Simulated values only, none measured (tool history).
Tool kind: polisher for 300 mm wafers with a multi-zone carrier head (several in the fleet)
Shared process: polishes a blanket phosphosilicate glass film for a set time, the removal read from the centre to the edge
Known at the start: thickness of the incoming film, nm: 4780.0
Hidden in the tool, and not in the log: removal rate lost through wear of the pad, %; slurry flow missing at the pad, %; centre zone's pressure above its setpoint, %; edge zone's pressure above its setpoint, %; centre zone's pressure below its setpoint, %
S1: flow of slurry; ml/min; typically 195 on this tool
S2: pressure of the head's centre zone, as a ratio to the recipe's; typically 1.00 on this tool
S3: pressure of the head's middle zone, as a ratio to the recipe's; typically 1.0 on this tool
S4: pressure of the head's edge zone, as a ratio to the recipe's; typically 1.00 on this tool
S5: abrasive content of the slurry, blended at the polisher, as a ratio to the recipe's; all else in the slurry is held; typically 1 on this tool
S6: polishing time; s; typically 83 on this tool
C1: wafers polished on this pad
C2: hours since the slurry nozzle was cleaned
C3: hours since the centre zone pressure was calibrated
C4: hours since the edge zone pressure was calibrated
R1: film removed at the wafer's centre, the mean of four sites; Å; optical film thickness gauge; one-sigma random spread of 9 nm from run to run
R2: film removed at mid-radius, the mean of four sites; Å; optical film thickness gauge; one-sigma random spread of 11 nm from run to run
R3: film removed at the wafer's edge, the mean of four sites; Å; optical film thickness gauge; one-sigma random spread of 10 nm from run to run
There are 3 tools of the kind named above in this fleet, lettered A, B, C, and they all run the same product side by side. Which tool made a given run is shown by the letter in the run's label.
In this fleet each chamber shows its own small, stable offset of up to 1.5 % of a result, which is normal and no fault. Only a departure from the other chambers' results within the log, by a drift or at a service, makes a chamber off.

run,hour,S1,S2,S3,S4,S5,S6,C1,C2,C3,C4,R1,R2,R3
1B,10.4,195,1.00,1.0,1.00,1,83,251,180.5,450.2,236.9,8218.1,8043.7,7993.4
2A,20.1,195,1.00,1.0,1.00,1,83,853,292.0,93.5,882.3,7855.3,7975.2,8273.3
3C,31.6,195,1.00,1.0,1.00,1,83,1010,157.8,167.1,696.6,8121.6,8126.7,8103.7
4C,41.4,195,1.00,1.0,1.00,1,83,1122,167.6,176.9,706.4,7973.6,7809.2,8309.3
5A,47.4,195,1.00,1.0,1.00,1,83,1163,319.3,120.8,909.6,7969.0,8111.5,7922.6
6B,59.8,195,1.00,1.0,1.00,1,83,812,229.9,499.6,286.3,8019.2,8339.0,8053.4
# hour 63.6: chamber C: worn pad replaced by a new one
# hour 67.8: chamber A: worn pad replaced by a new one
# hour 69.2: chamber B: worn pad replaced by a new one
7C,72.0,195,1.00,1.0,1.00,1,83,96,198.2,207.5,737.0,8112.0,7897.9,8116.0
8B,81.8,195,0.93,1.0,1.00,1,95,143,251.9,521.6,308.3,8455.3,9282.1,9067.5
9A,91.0,195,0.93,1.0,1.00,1,95,264,362.9,164.4,953.2,8510.5,9158.9,9120.3
# hour 94.9: chamber A: slurry nozzle cleaned
10B,99.9,195,0.93,1.0,1.00,1,95,348,270.0,539.7,326.4,8449.7,9276.8,9156.0
11A,105.5,195,1.00,1.0,1.00,1,83,428,10.7,178.9,967.7,8196.6,7970.0,8240.4
12C,117.5,195,1.00,1.0,1.00,1,83,612,243.7,253.0,782.5,7955.6,7948.2,8201.5
13B,123.6,195,1.00,1.0,1.00,1,83,617,293.7,563.4,350.1,8065.0,8017.4,7989.4
14A,130.2,195,1.00,1.0,1.00,1,83,709,35.4,203.6,992.4,8067.5,8204.0,8130.1
15C,136.0,195,1.00,1.0,1.00,1,83,822,262.2,271.5,801.0,7887.3,8025.3,7851.3
16B,141.4,195,1.00,1.1,0.93,1,83,820,311.5,581.2,367.9,8115.6,8704.6,7639.0
17C,150.3,195,1.00,1.1,0.93,1,83,985,276.5,285.8,815.3,7903.6,8704.3,7802.2
18A,160.4,195,1.00,1.1,0.93,1,83,1052,65.6,233.8,1022.6,8036.0,8670.2,7842.3
# hour 162.3: chamber B: worn pad replaced by a new one
19B,170.6,195,1.00,1.0,1.00,1,83,94,340.7,610.4,397.1,8012.0,8104.7,7744.2
# hour 177.4: chamber C: worn pad replaced by a new one
20C,177.7,195,1.00,1.0,1.00,1,83,3,303.9,313.2,842.7,7663.4,7891.1,8017.5
21A,184.5,195,1.00,1.0,1.00,1,83,1326,89.7,257.9,1046.7,8213.3,8036.8,7995.8
22B,195.7,195,1.00,1.0,1.00,1,83,379,365.8,635.5,422.2,8144.2,7875.1,8007.2
23C,205.6,195,1.00,1.0,1.00,1,83,320,331.8,341.1,870.6,7651.9,8071.5,8005.5
# hour 213.9: chamber A: worn pad replaced by a new one
24A,217.7,195,1.00,1.0,1.00,1,83,44,122.9,291.1,1079.9,7997.2,8088.6,8219.5
25C,226.1,195,1.00,1.0,1.00,1,83,553,352.3,361.6,891.1,7587.5,7800.6,8038.1
26B,236.8,195,1.00,1.0,1.00,1,83,846,406.9,676.6,463.3,8114.3,8105.2,7889.0
27A,244.1,195,1.00,1.0,1.00,1,83,343,149.3,317.5,1106.3,8086.9,7918.6,8142.5
# hour 252.9: chamber B: worn pad replaced by a new one
28B,254.6,195,1.00,1.0,1.00,1,83,20,424.7,694.4,481.1,8236.5,8199.5,7975.4
29A,260.4,195,1.00,1.0,1.00,1,83,529,165.6,333.8,1122.6,8211.5,7950.7,8152.7
30C,269.9,195,1.00,1.0,1.00,1,83,1050,396.1,405.4,934.9,7451.3,8145.5,8022.5
31B,279.9,195,1.00,1.0,1.00,1,83,307,450.0,719.7,506.4,8117.9,8119.9,7984.1
# hour 289.1: chamber C: worn pad replaced by a new one
32C,291.1,195,1.00,1.0,1.00,1,83,22,417.3,426.6,956.1,7360.7,7894.1,7961.3
33A,303.6,195,1.00,1.0,1.00,1,83,1019,208.8,377.0,1165.8,8029.2,8166.8,7974.3
34B,311.4,195,1.00,1.0,1.00,1,83,665,481.5,751.2,537.9,8174.2,8074.6,7986.7
35C,321.7,195,1.00,1.0,1.00,1,83,370,447.9,457.2,986.7,7255.8,8163.8,8221.6
# hour 328.5: chamber B: slurry nozzle cleaned
36A,328.5,130,1.04,1.0,1.00,1,83,1302,233.7,401.9,1190.7,7646.0,7638.1,7681.6
# hour 333.7: chamber B: worn pad replaced by a new one
37C,335.8,130,1.04,1.0,1.00,1,83,530,462.0,471.3,1000.8,6913.4,7537.1,7797.1
38B,342.5,130,1.04,1.0,1.00,1,83,100,14.0,782.3,569.0,7836.3,7397.0,7471.7

The same settings go to every chamber for the next run, one line per chamber below. Forecast the results for each:
39A,351.5,195,0.92,1.0,1.00,1,83,,,,,?,?,?
39B,351.5,195,0.92,1.0,1.00,1,83,,,,,?,?,?
39C,351.5,195,0.92,1.0,1.00,1,83,,,,,?,?,?

run,R1,R2,R3
39A,7310.7,8031.7,8168.2
39B,7329.9,8044.7,7891.9
39C,6530.1,7932.3,7832.3

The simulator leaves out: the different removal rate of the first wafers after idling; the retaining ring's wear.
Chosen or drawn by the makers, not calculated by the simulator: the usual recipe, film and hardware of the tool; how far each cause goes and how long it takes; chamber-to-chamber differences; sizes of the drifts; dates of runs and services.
